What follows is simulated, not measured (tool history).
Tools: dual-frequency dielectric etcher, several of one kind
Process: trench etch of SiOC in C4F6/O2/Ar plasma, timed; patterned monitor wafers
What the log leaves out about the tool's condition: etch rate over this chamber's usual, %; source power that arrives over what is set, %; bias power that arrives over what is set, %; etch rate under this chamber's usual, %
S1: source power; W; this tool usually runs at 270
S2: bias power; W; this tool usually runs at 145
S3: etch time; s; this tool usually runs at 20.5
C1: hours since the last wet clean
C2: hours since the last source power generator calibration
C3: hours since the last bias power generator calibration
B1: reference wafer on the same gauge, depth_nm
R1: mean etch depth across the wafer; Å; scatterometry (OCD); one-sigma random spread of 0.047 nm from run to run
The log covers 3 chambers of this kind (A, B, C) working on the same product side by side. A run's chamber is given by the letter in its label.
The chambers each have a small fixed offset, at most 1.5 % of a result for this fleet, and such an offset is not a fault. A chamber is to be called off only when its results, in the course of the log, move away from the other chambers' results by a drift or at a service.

Run 1A, hour 4.0: usual settings; C1 212.0; C2 949.5; C3 3092.0; B1 29.505. Result: R1 344.42 Å.
Run 2C, hour 7.1: usual settings; C1 199.9; C2 509.4; C3 1778.5; B1 29.499. Result: R1 340.91 Å.
Run 3B, hour 11.8: usual settings; C1 262.7; C2 311.6; C3 2877.9; B1 29.488. Result: R1 344.45 Å.
Run 4A, hour 15.0: usual settings; C1 223.0; C2 960.5; C3 3103.0; B1 29.475. Result: R1 345.54 Å.
Run 5B, hour 18.5: usual settings but S2 122 W; C1 269.4; C2 318.3; C3 2884.6; B1 29.479. Result: R1 326.91 Å.
Run 6C, hour 22.8: usual settings but S2 122 W; C1 215.6; C2 525.1; C3 1794.2; B1 29.473. Result: R1 322.27 Å.
Run 7A, hour 28.0: usual settings but S2 122 W; C1 236.0; C2 973.5; C3 3116.0; B1 29.474. Result: R1 326.74 Å.
Run 8B, hour 33.0: usual settings but S2 173 W; C1 283.9; C2 332.8; C3 2899.1; B1 29.469. Result: R1 363.60 Å.
Run 9C, hour 38.9: usual settings but S2 173 W; C1 231.7; C2 541.2; C3 1810.3; B1 29.460. Result: R1 359.17 Å.
Run 10B, hour 42.2: usual settings but S2 173 W; C1 293.1; C2 342.0; C3 2908.3; B1 29.461. Result: R1 363.38 Å.
Run 11A, hour 48.2: usual settings but S2 156 W, S3 25.5 s; C1 256.2; C2 993.7; C3 3136.2; B1 29.453. Result: R1 437.71 Å.
Run 12C, hour 54.8: usual settings but S2 156 W, S3 25.5 s; C1 247.6; C2 557.1; C3 1826.2; B1 29.442. Result: R1 433.15 Å.
Run 13A, hour 61.9: usual settings but S2 156 W, S3 25.5 s; C1 269.9; C2 1007.4; C3 3149.9; B1 29.426. Result: R1 439.04 Å.
Run 14C, hour 68.2: usual settings; C1 261.0; C2 570.5; C3 1839.6; B1 29.425. Result: R1 340.50 Å.
Run 15B, hour 73.5: usual settings but S1 200 W, S2 121 W; C1 324.4; C2 373.3; C3 2939.6; B1 29.425. Result: R1 287.63 Å.
Run 16C, hour 79.6: usual settings but S1 200 W, S2 121 W; C1 272.4; C2 581.9; C3 1851.0; B1 29.414. Result: R1 286.01 Å.
Run 17A, hour 82.8: usual settings but S1 200 W, S2 121 W; C1 290.8; C2 1028.3; C3 3170.8; B1 29.411. Result: R1 289.61 Å.
Run 18B, hour 89.6: usual settings but S1 230 W, S3 15.0 s; C1 340.5; C2 389.4; C3 2955.7; B1 29.401. Result: R1 235.77 Å.
Run 19C, hour 95.6: usual settings but S1 230 W, S3 15.0 s; C1 288.4; C2 597.9; C3 1867.0; B1 29.399. Result: R1 233.38 Å.
Run 20A, hour 101.5: usual settings but S1 230 W, S3 15.0 s; C1 309.5; C2 1047.0; C3 3189.5; B1 29.394. Result: R1 236.31 Å.
Run 21B, hour 107.4: usual settings; C1 358.3; C2 407.2; C3 2973.5; B1 29.381. Result: R1 343.18 Å.
Run 22B, hour 111.5: usual settings; C1 362.4; C2 411.3; C3 2977.6; B1 29.379. Result: R1 342.19 Å.
Run 23C, hour 116.7: usual settings; C1 309.5; C2 619.0; C3 1888.1; B1 29.377. Result: R1 339.09 Å.
Run 24A, hour 119.9: usual settings; C1 327.9; C2 1065.4; C3 3207.9; B1 29.365. Result: R1 344.20 Å.
Run 25C, hour 125.9: usual settings; C1 318.7; C2 628.2; C3 1897.3; B1 29.355. Result: R1 338.85 Å.
Run 26B, hour 131.9: usual settings but S1 300 W, S3 15.0 s; C1 382.8; C2 431.7; C3 2998.0; B1 29.362. Result: R1 262.17 Å.
Run 27A, hour 138.2: usual settings but S1 300 W, S3 15.0 s; C1 346.2; C2 1083.7; C3 3226.2; B1 29.345. Result: R1 262.48 Å.
Run 28B, hour 143.1: usual settings but S1 300 W, S3 15.0 s; C1 394.0; C2 442.9; C3 3009.2; B1 29.348. Result: R1 261.64 Å.
Run 29C, hour 150.0: usual settings; C1 342.8; C2 652.3; C3 1921.4; B1 29.330. Result: R1 339.06 Å.

The same settings go to every chamber for the next run, one line per chamber below. Forecast the results for each:
Run 30A, hour 155.2: usual settings. Result: R1 ?.
Run 30B, hour 155.2: usual settings. Result: R1 ?.
Run 30C, hour 155.2: usual settings. Result: R1 ?.

run      R1
30A  343.78
30B  341.62
30C  339.60
